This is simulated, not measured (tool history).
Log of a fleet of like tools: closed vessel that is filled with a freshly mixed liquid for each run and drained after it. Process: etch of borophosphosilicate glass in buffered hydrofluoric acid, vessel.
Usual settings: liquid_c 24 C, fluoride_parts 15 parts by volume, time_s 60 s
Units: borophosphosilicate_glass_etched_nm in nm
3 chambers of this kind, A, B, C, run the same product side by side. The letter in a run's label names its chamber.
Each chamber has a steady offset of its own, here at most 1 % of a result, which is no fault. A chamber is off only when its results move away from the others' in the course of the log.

run,day,liquid_c,fluoride_parts,time_s,"read-back film thickness of the borophosphosilicate glass reference wafer, read on the same gauge (nm)",borophosphosilicate_glass_etched_nm
1B,0.325,24,15,60,49.989,147.07
2A,0.6,24,15,60,50.007,144.4
3C,0.862,24,15,60,49.989,143.14
4C,1.208,24,15,60,50,143.61
5B,1.571,24,15,60,49.993,145.24
# day 1.858: chamber B: thermometer replaced
6A,1.938,24,15,60,50.029,143.14
7B,2.108,24,15,60,50.023,145.8
8C,2.3,24,15,60,50.008,143.19
9A,2.654,24,15,60,50.015,142.27
10B,2.942,24,15,60,49.981,145.87
11A,3.133,24,15,60,49.987,142.97
12C,3.446,24,15,60,49.977,144.93
13A,3.692,24,15,60,49.981,143.63
14C,3.95,24,15,60,49.983,143.79
# day 4.179: chamber C: hydrofluoric acid flow meter replaced
15B,4.242,24,15,60,50.016,147.3
16B,4.442,24,15,60,50.019,148.76
17A,4.667,24,15,60,50.016,144.23
18C,4.888,24,15,60,49.983,144.08
19C,5.108,24,15,60,50.005,144.93
20B,5.312,24,15,60,50.001,149.32
21A,5.575,24,15,60,49.97,142.26
22B,5.833,24,15,60,49.997,150.16
23A,6.188,24,15,60,50.008,143.54
24C,6.442,24,15,60,50.006,143.75
25B,6.812,24,15,60,50.005,152.76
26C,6.996,27.5,15,90,49.992,260.28
27A,7.212,27.5,15,90,49.977,258.78
28A,7.488,27.5,15,90,50.033,259.64
29B,7.733,24,15,60,49.999,153.87
30C,7.946,24,15,60,50.034,144.21
31C,8.158,24,15,60,49.98,145.27
32A,8.458,24,15,60,49.961,143.07
# day 8.6: chamber C: thermometer replaced
33B,8.8,24,15,60,49.981,154.76
34A,9.075,24,15,60,50.028,143.48
35B,9.325,24,15,60,49.995,156.76
36C,9.525,24,15,60,50.027,144.24
37A,9.754,24,21,60,49.991,104.2

Is one chamber off against the others, does the gauge drift, or is nothing wrong? If a chamber is off, say which, and what the likeliest cause is.

Chamber B drifts away from the others.
Cause: hydrofluoric acid flow above the setpoint (%) = 9.07.
The log may not tell that from: liquid hotter than its thermometer reads (K).

Here are 4 candidates for chamber B's next run, each the usual settings with a change, their results left as question marks. Which one brings its results back in line with what the others give on the usual settings?
In line means no further than this from the other chambers' mean on the usual settings: borophosphosilicate_glass_etched_nm 3.6 nm
38B-1,10.021,24,15.5,60,,?
38B-2,10.021,24,13.5,60,,?
38B-3,10.021,24,14.5,60,,?
38B-4,10.021,23.5,16,60,,?

The other chambers' mean on the usual settings: borophosphosilicate_glass_etched_nm 143.83 nm
run,borophosphosilicate_glass_etched_nm
38B-1,152.56
38B-2,175.17
38B-3,163.09
38B-4,143.92
38B-4 brings the chamber back in line.
